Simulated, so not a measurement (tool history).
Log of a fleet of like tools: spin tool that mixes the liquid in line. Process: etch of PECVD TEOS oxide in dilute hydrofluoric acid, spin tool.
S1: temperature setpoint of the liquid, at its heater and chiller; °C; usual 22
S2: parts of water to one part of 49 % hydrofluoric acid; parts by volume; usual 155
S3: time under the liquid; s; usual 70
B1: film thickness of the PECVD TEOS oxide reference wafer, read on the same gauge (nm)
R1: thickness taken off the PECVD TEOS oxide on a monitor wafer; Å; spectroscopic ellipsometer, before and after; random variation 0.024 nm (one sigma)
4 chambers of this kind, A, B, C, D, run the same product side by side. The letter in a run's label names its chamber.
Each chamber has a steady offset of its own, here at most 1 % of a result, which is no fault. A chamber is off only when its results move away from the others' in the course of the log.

| run | hour | S1 | S2 | S3 | B1 | R1 |
|---|---|---|---|---|---|---|
|  | 6.1 | chamber A: thermometer replaced |
| 1C | 8.4 | 22 | 155 | 70 | 40.004 | 41.324 |
| 2B | 16.6 | 22 | 155 | 70 | 40.009 | 41.189 |
| 3A | 21.6 | 22 | 155 | 70 | 39.989 | 41.023 |
| 4D | 30.7 | 22 | 155 | 70 | 40.016 | 41.635 |
| 5D | 36.7 | 22 | 155 | 70 | 39.992 | 41.656 |
| 6C | 43.2 | 22 | 155 | 70 | 39.993 | 41.357 |
| 7B | 48.7 | 22 | 155 | 70 | 39.975 | 41.113 |
| 8A | 57.4 | 22 | 155 | 70 | 39.995 | 40.946 |
| 9D | 65.6 | 22 | 155 | 70 | 39.981 | 41.625 |
|  | 69.8 | chamber D: hydrofluoric acid flow meter replaced |
| 10B | 71.8 | 22 | 195 | 70 | 39.991 | 31.511 |
| 11A | 77.7 | 22 | 195 | 70 | 40.022 | 31.648 |
| 12C | 82.5 | 22 | 195 | 70 | 39.989 | 31.794 |
| 13A | 92.1 | 22 | 195 | 70 | 39.963 | 31.280 |
| 14D | 99.6 | 22 | 155 | 70 | 39.990 | 41.878 |
| 15C | 104.2 | 22 | 155 | 70 | 40.019 | 40.857 |
| 16B | 112.6 | 22 | 155 | 70 | 40.000 | 41.304 |
| 17B | 122.7 | 22 | 155 | 70 | 39.992 | 41.165 |
| 18D | 129.0 | 22 | 155 | 70 | 39.985 | 42.298 |
| 19C | 134.1 | 22 | 155 | 70 | 40.012 | 41.597 |
| 20A | 143.1 | 22 | 155 | 70 | 40.001 | 41.501 |
| 21D | 150.0 | 22 | 155 | 70 | 40.005 | 42.624 |
| 22C | 157.9 | 22 | 155 | 100 | 40.017 | 59.134 |
| 23A | 163.0 | 22 | 155 | 100 | 39.987 | 59.386 |
| 24B | 172.3 | 22 | 155 | 100 | 39.996 | 58.928 |
| 25C | 179.6 | 22 | 155 | 100 | 39.986 | 59.066 |
| 26D | 188.0 | 19 | 155 | 70 | 40.004 | 38.157 |

Next, every chamber runs the same settings. What will each give?
| 27A | 195.5 | 22 | 100 | 70 |  | ? |
| 27B | 195.5 | 22 | 100 | 70 |  | ? |
| 27C | 195.5 | 22 | 100 | 70 |  | ? |
| 27D | 195.5 | 22 | 100 | 70 |  | ? |

| run | R1 |
|---|---|
| 27A | 68.075 |
| 27B | 67.624 |
| 27C | 67.914 |
| 27D | 70.819 |
